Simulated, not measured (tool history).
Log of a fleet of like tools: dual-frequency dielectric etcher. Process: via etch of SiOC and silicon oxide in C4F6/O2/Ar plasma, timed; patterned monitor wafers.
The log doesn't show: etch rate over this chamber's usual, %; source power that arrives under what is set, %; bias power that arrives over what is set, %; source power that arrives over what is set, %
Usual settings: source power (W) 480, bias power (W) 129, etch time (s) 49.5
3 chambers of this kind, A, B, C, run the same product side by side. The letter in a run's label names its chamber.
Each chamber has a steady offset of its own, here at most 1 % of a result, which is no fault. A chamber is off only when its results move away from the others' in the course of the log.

run   hour  source power (W)  bias power (W)  etch time (s)  hours since the last wet clean  hours since the last source power generator calibration  hours since the last bias power generator calibration  read-back reference wafer on the same gauge, depth_nm  mean etch depth across the wafer (nm)
 1C    8.4               480             129           49.5                           435.4                                                   1438.3                                                 3739.9                                                 50.303                                 54.134
       9.5  -- chamber C: wet clean of the chamber
 2A   17.6               480             129           49.5                             142                                                   2759.9                                                 1037.4                                                 50.309                                 53.822
 3B   27.4               480             129           49.5                              91                                                   3014.2                                                    352                                                  50.32                                 54.067
 4C     37               480             129           49.5                            27.6                                                   1466.9                                                 3768.5                                                 50.316                                 54.024
 5A   45.1               480             129           49.5                           169.5                                                   2787.4                                                 1064.9                                                 50.327                                 53.893
 6B   59.3               480             114           49.5                           122.9                                                   3046.1                                                  383.9                                                  50.32                                 52.297
 7B   73.4               480             114           49.5                             137                                                   3060.2                                                    398                                                 50.341                                 52.262
 8A   86.5               480             114           49.5                           210.9                                                   2828.8                                                 1106.3                                                 50.338                                 51.905
 9C   93.7               480             129           49.5                            84.3                                                   1523.6                                                 3825.2                                                 50.342                                 54.156
10A  101.1               480             129           49.5                           225.5                                                   2843.4                                                 1120.9                                                 50.357                                 53.848
11C  111.2               480             129           49.5                           101.8                                                   1541.1                                                 3842.7                                                 50.353                                 54.169
12B  121.4               480             129           49.5                             185                                                   3108.2                                                    446                                                 50.368                                  54.17
13A  129.8               480             129           49.5                           254.2                                                   2872.1                                                 1149.6                                                  50.36                                 53.995
14C    140               480             129             64                           130.6                                                   1569.9                                                 3871.5                                                 50.362                                 69.946
15B  149.4               480             129             64                             213                                                   3136.2                                                    474                                                 50.368                                 70.035
16B  163.1               480             129             64                           226.7                                                   3149.9                                                  487.7                                                 50.375                                 70.088
17C  175.1               480             129           49.5                           165.7                                                     1605                                                 3906.6                                                 50.387                                 54.152
18A  186.4               520             129             58                           310.8                                                   2928.7                                                 1206.2                                                 50.382                                 65.266
19C  201.5               520             129             58                           192.1                                                   1631.4                                                   3933                                                 50.393                                 65.676
20A  209.4               520             129             58                           333.8                                                   2951.7                                                 1229.2                                                 50.397                                 65.122
21B    216               480             129           49.5                           279.6                                                   3202.8                                                  540.6                                                 50.394                                 54.143
22A    224               480             129           49.5                           348.4                                                   2966.3                                                 1243.8                                                 50.402                                 53.887
23B    238               480             129           49.5                           301.6                                                   3224.8                                                  562.6                                                  50.43                                 54.244
24C  245.8               480             129           49.5                           236.4                                                   1675.7                                                 3977.3                                                 50.422                                 54.124
25B  253.6               480             129           49.5                           317.2                                                   3240.4                                                  578.2                                                 50.419                                 54.219
26A  267.1               480             129           49.5                           391.5                                                   3009.4                                                 1286.9                                                 50.429                                 54.091
27C  278.2               480             129           49.5                           268.8                                                   1708.1                                                 4009.7                                                 50.434                                 54.249
28A  292.9               480             129           49.5                           417.3                                                   3035.2                                                 1312.7                                                 50.437                                 53.982
     299.9  -- chamber B: source power generator calibrated
29C  304.3               480             129           49.5                           294.9                                                   1734.2                                                 4035.8                                                 50.447                                 54.254
30B    317               480             129           49.5                           380.6                                                     17.2                                                  641.6                                                 50.447                                 54.231
31B  324.1               480             129           49.5                           387.7                                                     24.3                                                  648.7                                                 50.467                                 54.199
32C  338.6               480             129           49.5                           329.2                                                   1768.5                                                 4070.1                                                 50.481                                 54.287
33A  345.2               480             129           49.5                           469.6                                                   3087.5                                                   1365                                                 50.485                                 54.151
34C  357.2               480             129           49.5                           347.8                                                   1787.1                                                 4088.7                                                  50.48                                 54.294
35A  368.1               480             129           49.5                           492.5                                                   3110.4                                                 1387.9                                                 50.487                                 54.091
36B  380.8               530             129             61                           444.4                                                       81                                                  705.4                                                 50.486                                 69.511
     383.6  -- chamber B: wet clean of the chamber
37A  395.3               530             129             61                           519.7                                                   3137.6                                                 1415.1                                                 50.488                                 69.167
38C  410.5               530             129             61                           401.1                                                   1840.4                                                   4142                                                 50.512                                 69.748
     416.7  -- chamber C: bias power generator calibrated
39B  425.4               480             142             40                            41.8                                                    125.6                                                    750                                                 50.516                                 45.113
40C    436               480             142             40                           426.6                                                   1865.9                                                   19.4                                                 50.518                                 45.195

Is one chamber off against the others, does the gauge drift, or is nothing wrong? If a chamber is off, say which, and what the likeliest cause is.

The gauge drifts, so all chambers seem to drift together. No chamber is off.
Cause: gauge reads high (%) = 0.443.
